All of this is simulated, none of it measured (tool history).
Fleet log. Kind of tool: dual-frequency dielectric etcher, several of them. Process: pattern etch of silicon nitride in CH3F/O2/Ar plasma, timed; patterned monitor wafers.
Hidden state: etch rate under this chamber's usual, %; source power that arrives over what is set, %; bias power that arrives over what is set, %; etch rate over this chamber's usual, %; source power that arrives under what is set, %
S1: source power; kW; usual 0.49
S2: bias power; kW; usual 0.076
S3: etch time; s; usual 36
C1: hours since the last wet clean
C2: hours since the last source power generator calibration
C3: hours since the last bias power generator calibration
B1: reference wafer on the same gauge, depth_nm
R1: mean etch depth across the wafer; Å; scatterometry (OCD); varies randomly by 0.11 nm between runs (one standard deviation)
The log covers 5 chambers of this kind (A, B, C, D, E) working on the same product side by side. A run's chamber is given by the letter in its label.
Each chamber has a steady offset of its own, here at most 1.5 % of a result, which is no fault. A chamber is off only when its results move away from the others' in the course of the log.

Run 1E, hour 6.5: usual settings; C1 334.3; C2 1648.4; C3 1073; B1 26.703. Result: R1 272.44 Å.
At hour 8.8: chamber D: wet clean of the chamber.
Run 2C, hour 13.9: usual settings; C1 243.8; C2 456.2; C3 3129.1; B1 26.705. Result: R1 276.9 Å.
Run 3D, hour 18.9: usual settings; C1 10.2; C2 2150.4; C3 1907.8; B1 26.694. Result: R1 279.03 Å.
Run 4A, hour 25.9: usual settings; C1 406.1; C2 759.6; C3 1515.9; B1 26.718. Result: R1 277.5 Å.
Run 5B, hour 30.9: usual settings; C1 50.4; C2 301.3; C3 521.5; B1 26.68. Result: R1 275.64 Å.
Run 6E, hour 37.7: usual settings; C1 365.5; C2 1679.6; C3 1104.2; B1 26.694. Result: R1 275.57 Å.
Run 7D, hour 44.7: usual settings; C1 36; C2 2176.2; C3 1933.6; B1 26.701. Result: R1 276.75 Å.
Run 8B, hour 52.5: usual settings; C1 72; C2 322.9; C3 543.1; B1 26.711. Result: R1 276.95 Å.
Run 9C, hour 60.9: usual settings; C1 290.8; C2 503.2; C3 3176.1; B1 26.699. Result: R1 279.71 Å.
Run 10A, hour 67.6: usual settings but S3 30.5 s; C1 447.8; C2 801.3; C3 1557.6; B1 26.694. Result: R1 234.39 Å.
Run 11B, hour 75.9: usual settings but S3 30.5 s; C1 95.4; C2 346.3; C3 566.5; B1 26.696. Result: R1 234.04 Å.
Run 12A, hour 82.9: usual settings but S3 30.5 s; C1 463.1; C2 816.6; C3 1572.9; B1 26.695. Result: R1 233.58 Å.
Run 13E, hour 87.3: usual settings but S3 30.5 s; C1 415.1; C2 1729.2; C3 1153.8; B1 26.704. Result: R1 230.94 Å.
At hour 91.6: chamber A: wet clean of the chamber.
Run 14D, hour 92.2: usual settings but S3 30.5 s; C1 83.5; C2 2223.7; C3 1981.1; B1 26.684. Result: R1 236.73 Å.
Run 15C, hour 97.1: usual settings; C1 327; C2 539.4; C3 3212.3; B1 26.713. Result: R1 283.35 Å.
Run 16B, hour 101: usual settings; C1 120.5; C2 371.4; C3 591.6; B1 26.706. Result: R1 278.1 Å.
Run 17D, hour 108.9: usual settings; C1 100.2; C2 2240.4; C3 1997.8; B1 26.723. Result: R1 277.23 Å.
Run 18C, hour 116.1: usual settings; C1 346; C2 558.4; C3 3231.3; B1 26.697. Result: R1 284.78 Å.
Run 19A, hour 122.6: usual settings; C1 31; C2 856.3; C3 1612.6; B1 26.717. Result: R1 276.85 Å.
Run 20E, hour 127.7: usual settings; C1 455.5; C2 1769.6; C3 1194.2; B1 26.697. Result: R1 275.92 Å.
Run 21D, hour 131.5: usual settings; C1 122.8; C2 2263; C3 2020.4; B1 26.737. Result: R1 277.2 Å.
Run 22C, hour 137.8: usual settings; C1 367.7; C2 580.1; C3 3253; B1 26.729. Result: R1 284.59 Å.
Run 23A, hour 141.7: usual settings; C1 50.1; C2 875.4; C3 1631.7; B1 26.694. Result: R1 276.96 Å.
Run 24B, hour 148.7: usual settings but S2 0.084 kW; C1 168.2; C2 419.1; C3 639.3; B1 26.689. Result: R1 287.82 Å.
Run 25E, hour 153.2: usual settings but S2 0.084 kW; C1 481; C2 1795.1; C3 1219.7; B1 26.67. Result: R1 285.12 Å.
Run 26D, hour 161.8: usual settings but S2 0.084 kW; C1 153.1; C2 2293.3; C3 2050.7; B1 26.693. Result: R1 289.91 Å.
Run 27A, hour 166: usual settings but S2 0.084 kW; C1 74.4; C2 899.7; C3 1656; B1 26.716. Result: R1 289.58 Å.
Run 28C, hour 173.5: usual settings but S2 0.084 kW; C1 403.4; C2 615.8; C3 3288.7; B1 26.667. Result: R1 294.33 Å.
Run 29B, hour 179.8: usual settings; C1 199.3; C2 450.2; C3 670.4; B1 26.686. Result: R1 277.39 Å.
Run 30E, hour 187.4: usual settings; C1 515.2; C2 1829.3; C3 1253.9; B1 26.726. Result: R1 273.38 Å.
Run 31A, hour 192.9: usual settings; C1 101.3; C2 926.6; C3 1682.9; B1 26.7. Result: R1 278.33 Å.
Run 32D, hour 201.3: usual settings; C1 192.6; C2 2332.8; C3 2090.2; B1 26.715. Result: R1 277.8 Å.
Run 33E, hour 206.2: usual settings; C1 534; C2 1848.1; C3 1272.7; B1 26.711. Result: R1 272.07 Å.
Run 34B, hour 213.3: usual settings; C1 232.8; C2 483.7; C3 703.9; B1 26.712. Result: R1 277.29 Å.
Run 35C, hour 220.1: usual settings but S2 0.059 kW; C1 450; C2 662.4; C3 3335.3; B1 26.729. Result: R1 265.36 Å.
Run 36C, hour 225.2: usual settings but S2 0.059 kW; C1 455.1; C2 667.5; C3 3340.4; B1 26.66. Result: R1 264.92 Å.
Run 37A, hour 232.6: usual settings but S2 0.059 kW; C1 141; C2 966.3; C3 1722.6; B1 26.688. Result: R1 255.36 Å.

For the next run the whole fleet of 5 chambers uses the same settings. Give each chamber's results:
Run 38A, hour 238.8: usual settings but S2 0.083 kW. Result: R1 ?.
Run 38B, hour 238.8: usual settings but S2 0.083 kW. Result: R1 ?.
Run 38C, hour 238.8: usual settings but S2 0.083 kW. Result: R1 ?.
Run 38D, hour 238.8: usual settings but S2 0.083 kW. Result: R1 ?.
Run 38E, hour 238.8: usual settings but S2 0.083 kW. Result: R1 ?.

run      R1
38A  287.06
38B  286.79
38C  299.65
38D  286.34
38E  280.17
